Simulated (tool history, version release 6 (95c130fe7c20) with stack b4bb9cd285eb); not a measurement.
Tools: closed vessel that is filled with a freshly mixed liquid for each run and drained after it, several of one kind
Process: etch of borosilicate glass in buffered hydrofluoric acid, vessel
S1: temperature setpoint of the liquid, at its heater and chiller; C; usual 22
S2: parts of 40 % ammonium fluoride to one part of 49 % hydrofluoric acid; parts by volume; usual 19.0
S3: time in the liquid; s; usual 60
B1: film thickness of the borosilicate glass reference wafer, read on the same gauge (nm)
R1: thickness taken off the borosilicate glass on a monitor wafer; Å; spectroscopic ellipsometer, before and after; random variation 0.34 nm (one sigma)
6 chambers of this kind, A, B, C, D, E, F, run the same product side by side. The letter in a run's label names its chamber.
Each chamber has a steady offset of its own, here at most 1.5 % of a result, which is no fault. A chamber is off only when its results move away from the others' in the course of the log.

{"hour": 5.9, "done": "chamber F: thermometer replaced"}
{"run": "1E", "hour": 9.4, "S1": 22, "S2": 19.0, "S3": 60, "B1": 80.02, "R1": 355.37}
{"run": "2A", "hour": 19.3, "S1": 22, "S2": 19.0, "S3": 60, "B1": 79.977, "R1": 357.85}
{"run": "3D", "hour": 25.3, "S1": 22, "S2": 19.0, "S3": 60, "B1": 80.04, "R1": 360.76}
{"run": "4C", "hour": 32.5, "S1": 22, "S2": 19.0, "S3": 60, "B1": 79.984, "R1": 355.83}
{"run": "5F", "hour": 38.8, "S1": 22, "S2": 19.0, "S3": 60, "B1": 80.013, "R1": 363.67}
{"run": "6B", "hour": 43.3, "S1": 22, "S2": 19.0, "S3": 60, "B1": 79.996, "R1": 351.54}
{"run": "7F", "hour": 49.7, "S1": 22, "S2": 19.0, "S3": 60, "B1": 79.976, "R1": 358.09}
{"run": "8C", "hour": 55.4, "S1": 26, "S2": 19.0, "S3": 80, "B1": 80.051, "R1": 577.94}
{"run": "9A", "hour": 63.1, "S1": 26, "S2": 19.0, "S3": 80, "B1": 79.936, "R1": 581.69}
{"run": "10B", "hour": 71.3, "S1": 26, "S2": 19.0, "S3": 80, "B1": 80.064, "R1": 572.15}
{"run": "11D", "hour": 79.2, "S1": 26, "S2": 19.0, "S3": 80, "B1": 79.987, "R1": 597.67}
{"run": "12E", "hour": 85.6, "S1": 26, "S2": 19.0, "S3": 80, "B1": 80.0, "R1": 581.06}
{"run": "13F", "hour": 90.9, "S1": 26, "S2": 19.0, "S3": 80, "B1": 80.047, "R1": 595.08}
{"run": "14D", "hour": 97.0, "S1": 22, "S2": 19.0, "S3": 60, "B1": 79.994, "R1": 356.68}
{"run": "15A", "hour": 104.5, "S1": 22, "S2": 19.0, "S3": 80, "B1": 80.077, "R1": 470.26}
{"run": "16C", "hour": 113.6, "S1": 22, "S2": 19.0, "S3": 80, "B1": 80.031, "R1": 476.15}
{"run": "17E", "hour": 119.8, "S1": 22, "S2": 19.0, "S3": 80, "B1": 80.016, "R1": 479.5}
{"run": "18B", "hour": 129.3, "S1": 22, "S2": 19.0, "S3": 80, "B1": 80.002, "R1": 471.03}
{"hour": 136.0, "done": "chamber C: hydrofluoric acid flow meter replaced"}
{"run": "19A", "hour": 139.0, "S1": 22, "S2": 19.0, "S3": 80, "B1": 79.955, "R1": 464.05}
{"run": "20D", "hour": 147.4, "S1": 22, "S2": 19.0, "S3": 80, "B1": 80.01, "R1": 480.29}
{"run": "21E", "hour": 153.3, "S1": 22, "S2": 19.0, "S3": 60, "B1": 80.029, "R1": 359.45}
{"run": "22B", "hour": 161.8, "S1": 20, "S2": 19.0, "S3": 35, "B1": 79.987, "R1": 186.98}
{"run": "23F", "hour": 171.3, "S1": 20, "S2": 19.0, "S3": 35, "B1": 80.002, "R1": 189.66}
{"run": "24C", "hour": 180.1, "S1": 20, "S2": 19.0, "S3": 35, "B1": 79.973, "R1": 181.65}
{"run": "25D", "hour": 187.7, "S1": 20, "S2": 19.0, "S3": 35, "B1": 79.994, "R1": 187.74}
{"run": "26A", "hour": 192.9, "S1": 20, "S2": 19.0, "S3": 35, "B1": 80.014, "R1": 184.66}
{"run": "27E", "hour": 200.8, "S1": 20, "S2": 19.0, "S3": 35, "B1": 80.062, "R1": 182.88}
{"run": "28B", "hour": 209.9, "S1": 22, "S2": 19.0, "S3": 60, "B1": 80.008, "R1": 358.55}
{"run": "29C", "hour": 215.0, "S1": 22, "S2": 19.0, "S3": 60, "B1": 79.999, "R1": 357.42}
{"run": "30F", "hour": 223.4, "S1": 22, "S2": 21.5, "S3": 60, "B1": 80.069, "R1": 327.07}
{"run": "31C", "hour": 233.4, "S1": 22, "S2": 21.5, "S3": 60, "B1": 79.997, "R1": 318.35}
{"run": "32E", "hour": 237.9, "S1": 22, "S2": 21.5, "S3": 60, "B1": 80.048, "R1": 322.14}
{"run": "33F", "hour": 245.3, "S1": 22, "S2": 21.5, "S3": 60, "B1": 79.999, "R1": 320.69}
{"run": "34A", "hour": 249.8, "S1": 22, "S2": 21.5, "S3": 60, "B1": 79.959, "R1": 321.47}
{"run": "35D", "hour": 254.4, "S1": 22, "S2": 21.5, "S3": 60, "B1": 79.972, "R1": 328.73}
{"run": "36B", "hour": 259.0, "S1": 22, "S2": 19.0, "S3": 60, "B1": 79.986, "R1": 347.03}

All 6 chambers run these settings next. Forecast each chamber's results:
{"run": "37A", "hour": 266.3, "S1": 22, "S2": 19.0, "S3": 60, "R1": "?"}
{"run": "37B", "hour": 266.3, "S1": 22, "S2": 19.0, "S3": 60, "R1": "?"}
{"run": "37C", "hour": 266.3, "S1": 22, "S2": 19.0, "S3": 60, "R1": "?"}
{"run": "37D", "hour": 266.3, "S1": 22, "S2": 19.0, "S3": 60, "R1": "?"}
{"run": "37E", "hour": 266.3, "S1": 22, "S2": 19.0, "S3": 60, "R1": "?"}
{"run": "37F", "hour": 266.3, "S1": 22, "S2": 19.0, "S3": 60, "R1": "?"}

run=37A R1=357.76
run=37B R1=357.28
run=37C R1=352.49
run=37D R1=361.46
run=37E R1=356.52
run=37F R1=361.20
